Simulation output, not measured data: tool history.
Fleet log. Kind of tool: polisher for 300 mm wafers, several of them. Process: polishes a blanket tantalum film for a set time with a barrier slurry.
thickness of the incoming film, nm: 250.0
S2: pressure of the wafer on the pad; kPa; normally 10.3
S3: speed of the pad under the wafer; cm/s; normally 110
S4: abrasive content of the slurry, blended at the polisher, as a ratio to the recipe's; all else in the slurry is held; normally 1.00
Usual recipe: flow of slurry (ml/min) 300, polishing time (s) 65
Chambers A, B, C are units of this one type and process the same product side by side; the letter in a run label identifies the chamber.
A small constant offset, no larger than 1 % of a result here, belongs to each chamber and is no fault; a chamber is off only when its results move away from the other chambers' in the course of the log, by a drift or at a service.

{"day": 0.321, "done": "chamber B: head pressure recalibrated"}
{"day": 0.358, "done": "chamber A: worn pad replaced by a new one"}
{"run": "1A", "day": 0.496, "flow of slurry (ml/min)": 300, "S2": 10.3, "S3": 110, "S4": 1.0, "polishing time (s)": 65, "film removed (angstrom)": 1014.1}
{"run": "2B", "day": 0.9, "flow of slurry (ml/min)": 300, "S2": 10.3, "S3": 110, "S4": 1.0, "polishing time (s)": 65, "film removed (angstrom)": 1019.3}
{"day": 1.154, "done": "chamber B: slurry nozzle cleaned"}
{"run": "3C", "day": 1.467, "flow of slurry (ml/min)": 300, "S2": 10.3, "S3": 110, "S4": 1.0, "polishing time (s)": 65, "film removed (angstrom)": 1005.2}
{"run": "4C", "day": 1.833, "flow of slurry (ml/min)": 300, "S2": 10.3, "S3": 110, "S4": 1.0, "polishing time (s)": 65, "film removed (angstrom)": 1002.9}
{"day": 2.121, "done": "chamber A: slurry blender recalibrated"}
{"day": 2.133, "done": "chamber B: worn pad replaced by a new one"}
{"run": "5A", "day": 2.317, "flow of slurry (ml/min)": 300, "S2": 10.3, "S3": 110, "S4": 1.0, "polishing time (s)": 65, "film removed (angstrom)": 1008.7}
{"run": "6B", "day": 2.758, "flow of slurry (ml/min)": 300, "S2": 10.3, "S3": 110, "S4": 1.0, "polishing time (s)": 80, "film removed (angstrom)": 1229.7}
{"day": 2.788, "done": "chamber A: slurry nozzle cleaned"}
{"run": "7A", "day": 3.183, "flow of slurry (ml/min)": 300, "S2": 10.3, "S3": 110, "S4": 1.0, "polishing time (s)": 80, "film removed (angstrom)": 1254.1}
{"run": "8B", "day": 3.512, "flow of slurry (ml/min)": 300, "S2": 10.3, "S3": 110, "S4": 1.0, "polishing time (s)": 80, "film removed (angstrom)": 1253.7}
{"run": "9C", "day": 3.875, "flow of slurry (ml/min)": 300, "S2": 10.3, "S3": 110, "S4": 1.0, "polishing time (s)": 65, "film removed (angstrom)": 1011.3}
{"run": "10C", "day": 4.175, "flow of slurry (ml/min)": 300, "S2": 10.3, "S3": 110, "S4": 1.0, "polishing time (s)": 65, "film removed (angstrom)": 1000.5}
{"run": "11A", "day": 4.617, "flow of slurry (ml/min)": 300, "S2": 10.3, "S3": 110, "S4": 1.0, "polishing time (s)": 65, "film removed (angstrom)": 1006.3}
{"run": "12B", "day": 4.896, "flow of slurry (ml/min)": 300, "S2": 10.3, "S3": 110, "S4": 0.75, "polishing time (s)": 42, "film removed (angstrom)": 598.82}
{"run": "13C", "day": 5.312, "flow of slurry (ml/min)": 300, "S2": 10.3, "S3": 110, "S4": 0.75, "polishing time (s)": 42, "film removed (angstrom)": 606.02}
{"day": 5.408, "done": "chamber A: worn pad replaced by a new one"}
{"run": "14B", "day": 5.775, "flow of slurry (ml/min)": 300, "S2": 10.3, "S3": 110, "S4": 0.75, "polishing time (s)": 42, "film removed (angstrom)": 595.43}
{"run": "15A", "day": 6.067, "flow of slurry (ml/min)": 365, "S2": 10.3, "S3": 88, "S4": 1.0, "polishing time (s)": 65, "film removed (angstrom)": 823.14}
{"day": 6.412, "done": "chamber B: worn pad replaced by a new one"}
{"run": "16A", "day": 6.612, "flow of slurry (ml/min)": 365, "S2": 10.3, "S3": 88, "S4": 1.0, "polishing time (s)": 65, "film removed (angstrom)": 845.96}
{"run": "17B", "day": 7.083, "flow of slurry (ml/min)": 365, "S2": 10.3, "S3": 88, "S4": 1.0, "polishing time (s)": 65, "film removed (angstrom)": 827.4}
{"run": "18C", "day": 7.404, "flow of slurry (ml/min)": 300, "S2": 10.3, "S3": 110, "S4": 1.0, "polishing time (s)": 65, "film removed (angstrom)": 1003.4}
{"run": "19C", "day": 7.962, "flow of slurry (ml/min)": 300, "S2": 10.3, "S3": 110, "S4": 1.0, "polishing time (s)": 65, "film removed (angstrom)": 982.03}
{"run": "20A", "day": 8.242, "flow of slurry (ml/min)": 330, "S2": 10.3, "S3": 110, "S4": 1.0, "polishing time (s)": 45, "film removed (angstrom)": 710.83}
{"day": 8.371, "done": "chamber A: slurry blender recalibrated"}
{"run": "21B", "day": 8.612, "flow of slurry (ml/min)": 330, "S2": 10.3, "S3": 110, "S4": 1.0, "polishing time (s)": 45, "film removed (angstrom)": 709.45}
{"run": "22A", "day": 9.004, "flow of slurry (ml/min)": 330, "S2": 10.3, "S3": 110, "S4": 1.0, "polishing time (s)": 45, "film removed (angstrom)": 706.96}
{"run": "23C", "day": 9.496, "flow of slurry (ml/min)": 300, "S2": 10.3, "S3": 110, "S4": 1.0, "polishing time (s)": 65, "film removed (angstrom)": 970.49}
{"day": 9.796, "done": "chamber B: slurry blender recalibrated"}
{"run": "24B", "day": 10.0, "flow of slurry (ml/min)": 300, "S2": 10.3, "S3": 110, "S4": 1.0, "polishing time (s)": 65, "film removed (angstrom)": 1005.5}
{"day": 10.529, "done": "chamber B: worn pad replaced by a new one"}
{"run": "25B", "day": 10.571, "flow of slurry (ml/min)": 300, "S2": 10.3, "S3": 110, "S4": 1.0, "polishing time (s)": 65, "film removed (angstrom)": 1012.0}
{"day": 10.604, "done": "chamber A: worn pad replaced by a new one"}
{"run": "26A", "day": 10.992, "flow of slurry (ml/min)": 300, "S2": 10.3, "S3": 110, "S4": 1.0, "polishing time (s)": 65, "film removed (angstrom)": 1023.4}
{"run": "27C", "day": 11.408, "flow of slurry (ml/min)": 300, "S2": 10.3, "S3": 110, "S4": 1.0, "polishing time (s)": 65, "film removed (angstrom)": 957.53}
{"run": "28C", "day": 11.725, "flow of slurry (ml/min)": 300, "S2": 10.3, "S3": 110, "S4": 1.15, "polishing time (s)": 65, "film removed (angstrom)": 991.13}
{"day": 12.112, "done": "chamber A: slurry nozzle cleaned"}
{"run": "29B", "day": 12.112, "flow of slurry (ml/min)": 300, "S2": 10.3, "S3": 110, "S4": 1.15, "polishing time (s)": 65, "film removed (angstrom)": 1056.2}
{"run": "30A", "day": 12.542, "flow of slurry (ml/min)": 300, "S2": 10.3, "S3": 110, "S4": 1.15, "polishing time (s)": 65, "film removed (angstrom)": 1058.5}
{"day": 12.671, "done": "chamber C: slurry blender recalibrated"}
{"run": "31A", "day": 13.079, "flow of slurry (ml/min)": 300, "S2": 10.3, "S3": 110, "S4": 1.0, "polishing time (s)": 65, "film removed (angstrom)": 1023.4}
{"run": "32B", "day": 13.554, "flow of slurry (ml/min)": 300, "S2": 10.3, "S3": 110, "S4": 0.8, "polishing time (s)": 65, "film removed (angstrom)": 935.93}
{"run": "33C", "day": 14.108, "flow of slurry (ml/min)": 300, "S2": 10.3, "S3": 110, "S4": 0.8, "polishing time (s)": 65, "film removed (angstrom)": 868.82}

Which is it: a chamber that has drifted or been left off by a service, a gauge drift common to all chambers, or only each chamber's usual small offset? If a chamber is off, name it and its likeliest cause.

Chamber C drifts away from the others.
Cause: removal rate lost through wear of the pad, % = 6.28.
The log might look much the same if the cause were instead: slurry flow missing at the pad, %; head's pressure below its setpoint, %.

Which of the 4 candidates below, each the usual settings with something changed and its results left as question marks, puts chamber C back in line with what the other chambers give on the usual settings?
In line means no further than this from the other chambers' mean on the usual settings: film removed (angstrom) 26.00
{"run": "34C-1", "day": 14.517, "flow of slurry (ml/min)": 335, "S2": 10.3, "S3": 110, "S4": 1.25, "polishing time (s)": 65, "film removed (angstrom)": "?"}
{"run": "34C-2", "day": 14.517, "flow of slurry (ml/min)": 300, "S2": 11.0, "S3": 114, "S4": 1.0, "polishing time (s)": 68, "film removed (angstrom)": "?"}
{"run": "34C-3", "day": 14.517, "flow of slurry (ml/min)": 300, "S2": 10.3, "S3": 106, "S4": 1.0, "polishing time (s)": 63, "film removed (angstrom)": "?"}
{"run": "34C-4", "day": 14.517, "flow of slurry (ml/min)": 300, "S2": 9.0, "S3": 110, "S4": 1.0, "polishing time (s)": 65, "film removed (angstrom)": "?"}

The other chambers' mean on the usual settings: film removed (angstrom) 1011.10
run=34C-1 film_removed_(angstrom)=1009.00
run=34C-2 film_removed_(angstrom)=1089.40
run=34C-3 film_removed_(angstrom)=880.15
run=34C-4 film_removed_(angstrom)=818.58
34C-1 brings the chamber back in line.
